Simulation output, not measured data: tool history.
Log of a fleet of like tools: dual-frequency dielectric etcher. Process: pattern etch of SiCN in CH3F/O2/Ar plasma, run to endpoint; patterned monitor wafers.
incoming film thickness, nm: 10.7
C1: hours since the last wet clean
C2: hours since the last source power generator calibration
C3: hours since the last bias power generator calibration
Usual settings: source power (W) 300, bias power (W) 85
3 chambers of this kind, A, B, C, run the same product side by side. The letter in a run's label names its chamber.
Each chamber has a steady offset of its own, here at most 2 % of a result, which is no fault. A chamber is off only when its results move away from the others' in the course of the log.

run 1C hour=3.2 | source_power_(W)=300 bias_power_(W)=85 | C1=196.5 C2=414.0 C3=378.6 | endpoint_time_(s)=29.483
run 2A hour=8.1 | source_power_(W)=300 bias_power_(W)=85 | C1=491.9 C2=699.7 C3=695.5 | endpoint_time_(s)=29.466
run 3B hour=11.7 | source_power_(W)=300 bias_power_(W)=85 | C1=551.5 C2=1624.1 C3=723.0 | endpoint_time_(s)=30.567
run 4B hour=15.8 | source_power_(W)=300 bias_power_(W)=85 | C1=555.6 C2=1628.2 C3=727.1 | endpoint_time_(s)=30.209
run 5C hour=20.4 | source_power_(W)=300 bias_power_(W)=85 | C1=213.7 C2=431.2 C3=395.8 | endpoint_time_(s)=29.512
run 6A hour=26.5 | source_power_(W)=300 bias_power_(W)=85 | C1=510.3 C2=718.1 C3=713.9 | endpoint_time_(s)=29.564
-- hour=30.1 chamber B: wet clean of the chamber
run 7A hour=32.4 | source_power_(W)=300 bias_power_(W)=85 | C1=516.2 C2=724.0 C3=719.8 | endpoint_time_(s)=29.763
run 8C hour=37.2 | source_power_(W)=300 bias_power_(W)=85 | C1=230.5 C2=448.0 C3=412.6 | endpoint_time_(s)=29.265
run 9B hour=42.4 | source_power_(W)=330 bias_power_(W)=73 | C1=12.4 C2=1654.8 C3=753.7 | endpoint_time_(s)=30.736
run 10A hour=46.6 | source_power_(W)=330 bias_power_(W)=73 | C1=530.4 C2=738.2 C3=734.0 | endpoint_time_(s)=30.306
run 11B hour=50.0 | source_power_(W)=330 bias_power_(W)=73 | C1=20.0 C2=1662.4 C3=761.3 | endpoint_time_(s)=30.921
run 12C hour=54.0 | source_power_(W)=300 bias_power_(W)=85 | C1=247.3 C2=464.8 C3=429.4 | endpoint_time_(s)=29.642
run 13C hour=58.8 | source_power_(W)=300 bias_power_(W)=85 | C1=252.1 C2=469.6 C3=434.2 | endpoint_time_(s)=29.141
run 14A hour=63.5 | source_power_(W)=300 bias_power_(W)=85 | C1=547.3 C2=755.1 C3=750.9 | endpoint_time_(s)=29.942
run 15B hour=69.8 | source_power_(W)=300 bias_power_(W)=85 | C1=39.8 C2=1682.2 C3=781.1 | endpoint_time_(s)=30.418
run 16C hour=74.2 | source_power_(W)=280 bias_power_(W)=68 | C1=267.5 C2=485.0 C3=449.6 | endpoint_time_(s)=32.456
run 17B hour=78.1 | source_power_(W)=280 bias_power_(W)=68 | C1=48.1 C2=1690.5 C3=789.4 | endpoint_time_(s)=33.425
-- hour=82.8 chamber A: wet clean of the chamber
run 18A hour=83.4 | source_power_(W)=280 bias_power_(W)=68 | C1=0.7 C2=775.0 C3=770.8 | endpoint_time_(s)=33.251
run 19A hour=90.0 | source_power_(W)=300 bias_power_(W)=85 | C1=7.3 C2=781.6 C3=777.4 | endpoint_time_(s)=29.653
run 20B hour=94.9 | source_power_(W)=300 bias_power_(W)=85 | C1=64.9 C2=1707.3 C3=806.2 | endpoint_time_(s)=30.164
run 21C hour=99.2 | source_power_(W)=300 bias_power_(W)=85 | C1=292.5 C2=510.0 C3=474.6 | endpoint_time_(s)=29.101
run 22A hour=104.4 | source_power_(W)=300 bias_power_(W)=85 | C1=21.7 C2=796.0 C3=791.8 | endpoint_time_(s)=29.834
run 23C hour=108.2 | source_power_(W)=300 bias_power_(W)=85 | C1=301.5 C2=519.0 C3=483.6 | endpoint_time_(s)=29.030
run 24B hour=113.5 | source_power_(W)=300 bias_power_(W)=85 | C1=83.5 C2=1725.9 C3=824.8 | endpoint_time_(s)=29.857
run 25C hour=117.8 | source_power_(W)=300 bias_power_(W)=85 | C1=311.1 C2=528.6 C3=493.2 | endpoint_time_(s)=29.314

Is one chamber off against the others, does the gauge drift, or is nothing wrong? If a chamber is off, say which, and what the likeliest cause is.

No chamber stands off beyond its own small offset, and the gauge holds steady.
